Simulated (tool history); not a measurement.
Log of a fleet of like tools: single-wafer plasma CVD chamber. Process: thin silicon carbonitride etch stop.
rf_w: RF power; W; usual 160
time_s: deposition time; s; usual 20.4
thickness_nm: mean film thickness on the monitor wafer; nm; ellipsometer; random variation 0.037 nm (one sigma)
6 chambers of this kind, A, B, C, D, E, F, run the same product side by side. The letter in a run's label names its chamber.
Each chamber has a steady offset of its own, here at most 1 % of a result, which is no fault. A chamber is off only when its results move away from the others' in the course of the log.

run,hour,rf_w,time_s,hours since the last thermocouple change,hours since the last RF generator calibration,"read-back reference wafer on the same gauge, thickness_nm",thickness_nm
1C,10.9,160,20.4,2022.7,758.8,8.9964,10.8240
2E,20.5,160,20.4,1683.3,635.3,8.9936,10.9120
3A,30.8,160,20.4,2468.2,519.8,9.0054,10.7780
4B,40.4,160,20.4,657.2,1314.4,9.0013,10.7910
5F,46.8,160,20.4,658.4,125.0,9.0054,10.8960
6D,55.8,185,20.4,687.5,160.4,8.9956,11.2490
7E,68.2,185,20.4,1731.0,683.0,9.0017,11.4180
8D,80.3,185,20.4,712.0,184.9,9.0013,11.2900
9A,86.3,185,20.4,2523.7,575.3,8.9993,11.2520
10B,95.0,185,20.4,711.8,1369.0,8.9998,11.2670
11F,107.0,185,20.4,718.6,185.2,9.0089,11.3510
12C,114.1,160,20.4,2125.9,862.0,9.0003,10.8340
13F,124.1,140,20.4,735.7,202.3,8.9973,10.4840
14E,136.7,140,20.4,1799.5,751.5,8.9963,10.4790
15C,143.9,140,20.4,2155.7,891.8,8.9949,10.3960
16A,151.7,140,20.4,2589.1,640.7,9.0027,10.3900
17B,157.3,140,20.4,774.1,1431.3,8.9955,10.3540
18D,168.2,140,20.4,799.9,272.8,8.9997,10.4340
19F,178.8,160,20.4,790.4,257.0,8.9911,10.8880
20A,191.1,160,20.4,2628.5,680.1,8.9978,10.7700
21E,201.8,160,20.4,1864.6,816.6,8.9951,10.9070
22D,207.6,135,19.1,839.3,312.2,9.0070,9.6665
23B,220.4,135,19.1,837.2,1494.4,9.0043,9.5934
24C,233.0,135,19.1,2244.8,980.9,9.0034,9.6052
25B,238.8,135,19.1,855.6,1512.8,9.0024,9.5710
26E,250.3,135,19.1,1913.1,865.1,8.9981,9.6526
27D,258.8,135,19.1,890.5,363.4,8.9959,9.6821
28C,268.0,160,20.4,2279.8,1015.9,9.0000,10.8030
29A,274.5,160,20.4,2711.9,763.5,9.0034,10.8340
30F,287.2,170,20.4,898.8,365.4,9.0012,11.1290
31E,293.2,170,20.4,1956.0,908.0,9.0045,11.0620
32A,305.7,170,20.4,2743.1,794.7,8.9937,10.9670
33D,317.9,170,20.4,949.6,422.5,9.0042,10.9800
34C,324.4,170,20.4,2336.2,1072.3,9.0030,11.0450
35B,335.0,170,20.4,951.8,1609.0,8.9987,10.9990
36F,345.7,160,20.4,957.3,423.9,8.9999,10.8790
37C,351.9,160,20.4,2363.7,1099.8,8.9958,10.7760
38D,360.2,160,20.4,991.9,464.8,9.0016,10.8030
39F,370.4,160,20.4,982.0,448.6,9.0043,10.8890
40B,382.5,145,18.5,999.3,1656.5,8.9964,9.4254
41A,389.2,145,18.5,2826.6,878.2,9.0028,9.5001
42E,398.2,145,18.5,2061.0,1013.0,8.9978,9.6068
43D,404.4,145,18.5,1036.1,509.0,8.9941,9.5673

What goes on in this fleet: one chamber off, a drifting gauge, or nothing beyond the chambers' own small offsets? Name the chamber and the cause, if any.

No chamber stands off beyond its own small offset, and the gauge holds steady.
